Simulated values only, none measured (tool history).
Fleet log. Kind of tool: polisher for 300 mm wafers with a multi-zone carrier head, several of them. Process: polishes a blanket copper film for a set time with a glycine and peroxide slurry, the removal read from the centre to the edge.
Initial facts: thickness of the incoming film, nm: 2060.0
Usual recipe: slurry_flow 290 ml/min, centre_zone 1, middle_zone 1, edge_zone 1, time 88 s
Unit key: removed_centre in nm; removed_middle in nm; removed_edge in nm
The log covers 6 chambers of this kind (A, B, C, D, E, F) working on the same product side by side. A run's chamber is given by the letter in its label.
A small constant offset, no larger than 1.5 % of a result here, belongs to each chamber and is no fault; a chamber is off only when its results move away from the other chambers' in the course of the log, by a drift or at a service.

run   hour  slurry_flow  centre_zone  middle_zone  edge_zone  time  wafers polished on this pad  hours since the slurry nozzle was cleaned  hours since the centre zone pressure was calibrated  hours since the edge zone pressure was calibrated  removed_centre  removed_middle  removed_edge
       2.9  -- chamber D: worn pad replaced by a new one
 1A    7.8          290            1            1          1    88                          571                                       52.3                                                466.8                                              369.2          471.13          460.43        454.56
      14.8  -- chamber C: worn pad replaced by a new one
 2D   18.8          290            1            1          1    88                          136                                       70.8                                                856.6                                               94.6          458.96          458.49        453.08
 3F   30.4          290            1            1          1    88                          490                                      313.9                                                209.3                                              325.8          471.31          449.69        461.46
 4E   40.6          290            1            1          1    88                          444                                       85.3                                                238.2                                              462.7          453.85          465.04        459.85
      45.8  -- chamber A: worn pad replaced by a new one
 5B   50.7          325            1            1          1    88                          530                                        560                                                144.5                                              764.2          460.92          458.42        458.02
 6C   63.9          325            1            1          1    88                          419                                      284.5                                                554.4                                              528.8           451.5          461.68        456.75
      65.1  -- chamber C: edge zone pressure recalibrated
 7D   71.2          325            1            1          1    88                          583                                      123.2                                                  909                                                147          451.98          457.77        449.46
 8F   81.5          325            1            1          1    88                          926                                        365                                                260.4                                              376.9          456.75          450.92        456.41
 9C   88.9          325            1            1          1    88                          633                                      309.5                                                579.4                                               23.9          453.44          467.03        463.91
      96.1  -- chamber D: worn pad replaced by a new one
10B  102.6          325            1            1          1    88                          973                                      611.9                                                196.4                                              816.1          449.83          454.05        453.19
11A  115.5          290            1            1          1    88                          595                                        160                                                574.5                                              476.9          452.83           454.2        452.47
     121.6  -- chamber F: worn pad replaced by a new one
12E  124.9          290            1            1          1    88                         1163                                      169.6                                                322.5                                                547          464.99          452.68        456.58
     126.4  -- chamber B: worn pad replaced by a new one
     133.2  -- chamber C: worn pad replaced by a new one
13D  134.6          195            1            1          1    88                          329                                      186.6                                                972.4                                              210.4           432.8          434.46        431.27
     138.9  -- chamber E: worn pad replaced by a new one
14C    142          195            1            1          1    88                           75                                      362.6                                                632.5                                                 77          419.78          434.17         440.7
     142.3  -- chamber A: worn pad replaced by a new one
15F  153.9          195            1            1          1    88                          276                                      437.4                                                332.8                                              449.3          433.36          424.51        435.39
     160.1  -- chamber E: edge zone pressure recalibrated
16A  165.1          195            1            1          1    88                          195                                      209.6                                                624.1                                              526.5           434.6          448.08        434.58
     170.6  -- chamber F: edge zone pressure recalibrated
17B  175.4          195            1            1          1    88                          419                                      684.7                                                269.2                                              888.9          427.28          429.75        433.18
     178.6  -- chamber D: worn pad replaced by a new one
18E  188.9          195            1            1          1    88                          427                                      233.6                                                386.5                                               28.8          441.05          428.94        439.81
     190.9  -- chamber B: slurry nozzle cleaned
19E  200.5          290            1            1          1    88                          526                                      245.2                                                398.1                                               40.4          456.67          454.77        453.53
20A  206.4          360            1         0.91          1    88                          548                                      250.9                                                665.4                                              567.8           477.4          426.01        453.32
     212.4  -- chamber A: edge zone pressure recalibrated
21C    214          360            1         0.91          1    88                          690                                      434.6                                                704.5                                                149           461.8          424.85        463.27
22D  221.8          360            1         0.91          1    88                          369                                      273.8                                               1059.6                                              297.6          467.41          425.05         455.8
     223.5  -- chamber E: slurry nozzle cleaned
       230  -- chamber D: edge zone pressure recalibrated
     231.8  -- chamber D: centre zone pressure recalibrated
23F  232.2          360            1         0.91          1    88                          944                                      515.7                                                411.1                                               61.6          458.33          421.55        460.19
24B  238.3          360            1         0.91          1    88                          956                                       47.4                                                332.1                                              951.8          464.62          426.84         459.7
     245.6  -- chamber B: worn pad replaced by a new one
25E  251.8          360            1         0.91          1    88                          964                                       28.4                                                449.4                                               91.7          470.08          428.44         463.2
     252.7  -- chamber D: worn pad replaced by a new one
       255  -- chamber A: worn pad replaced by a new one
     263.4  -- chamber F: worn pad replaced by a new one
26D  264.5          290         0.96            1          1    88                          101                                      316.5                                                 32.8                                               34.6          448.48          456.09        448.58
27A  271.3          290         0.96            1          1    88                          139                                      315.8                                                730.3                                               58.9          445.57           462.3        447.53
     277.3  -- chamber C: worn pad replaced by a new one
28C  277.8          290         0.96            1          1    88                            4                                      498.4                                                768.3                                              212.8          431.65          458.58        458.21
29B  284.7          290         0.96            1          1    88                          334                                       93.8                                                378.5                                              998.2          434.23          450.32        453.68
     287.7  -- chamber C: slurry nozzle cleaned
     295.6  -- chamber C: centre zone pressure recalibrated
     296.5  -- chamber E: worn pad replaced by a new one
30F  297.9          290         0.96            1          1    88                          295                                      581.4                                                476.8                                              127.3          431.25          462.77        455.32
31D    306          290         0.96            1          1    88                          455                                        358                                                 74.3                                               76.1           430.8          450.41        454.75
32A  317.1          290            1            1          1    88                          530                                      361.6                                                776.1                                              104.7          463.84          456.44        447.01
33F  329.7          335            1            1          1    73                          566                                      613.2                                                508.6                                              159.1           387.4          373.74        377.64
     338.6  -- chamber D: worn pad replaced by a new one
34C  341.7          335            1            1          1    73                          550                                       54.1                                                 46.2                                              276.7          387.54          385.94        383.01
35E  353.8          335            1            1          1    73                          489                                      130.4                                                551.4                                              193.7          391.22          383.91        377.97
36B    363          335            1            1          1    73                         1003                                      172.1                                                456.8                                             1076.5           385.8          378.14        381.22
     363.2  -- chamber A: worn pad replaced by a new one
37B  369.1          335            1            1          1    73                         1055                                      178.2                                                462.9                                             1082.6          374.87          376.51        381.65
38A  381.2          335            1            1          1    73                          153                                      425.7                                                840.2                                              168.8          390.51          383.91        375.81
     385.6  -- chamber F: centre zone pressure recalibrated
39D  388.2          290            1            1          1    88                          424                                      440.2                                                156.5                                              158.3          459.37          452.75        456.15
40E  401.6          290            1            1          1    88                          898                                      178.2                                                599.2                                              241.5          456.97           451.5        458.15
41F  407.6          290            1            1          1    88                         1232                                      691.1                                                 22.1                                                237          458.59          459.67        455.75
     415.5  -- chamber D: worn pad replaced by a new one
42C  417.4          290            1            1          1    88                         1196                                      129.8                                                121.9                                              352.4          451.46          456.62        455.67
43A    426          290            1            1          1    88                          536                                      470.5                                                  885                                              213.6          460.04          454.39        451.51
44D    433          290         0.94            1          1    88                          149                                        485                                                201.3                                              203.1          420.92          450.58        448.53

What goes on in this fleet: one chamber off, a drifting gauge, or nothing beyond the chambers' own small offsets? Name the chamber and the cause, if any.

Neither any chamber nor the gauge drifts; the chambers differ only by their own small, steady offsets.

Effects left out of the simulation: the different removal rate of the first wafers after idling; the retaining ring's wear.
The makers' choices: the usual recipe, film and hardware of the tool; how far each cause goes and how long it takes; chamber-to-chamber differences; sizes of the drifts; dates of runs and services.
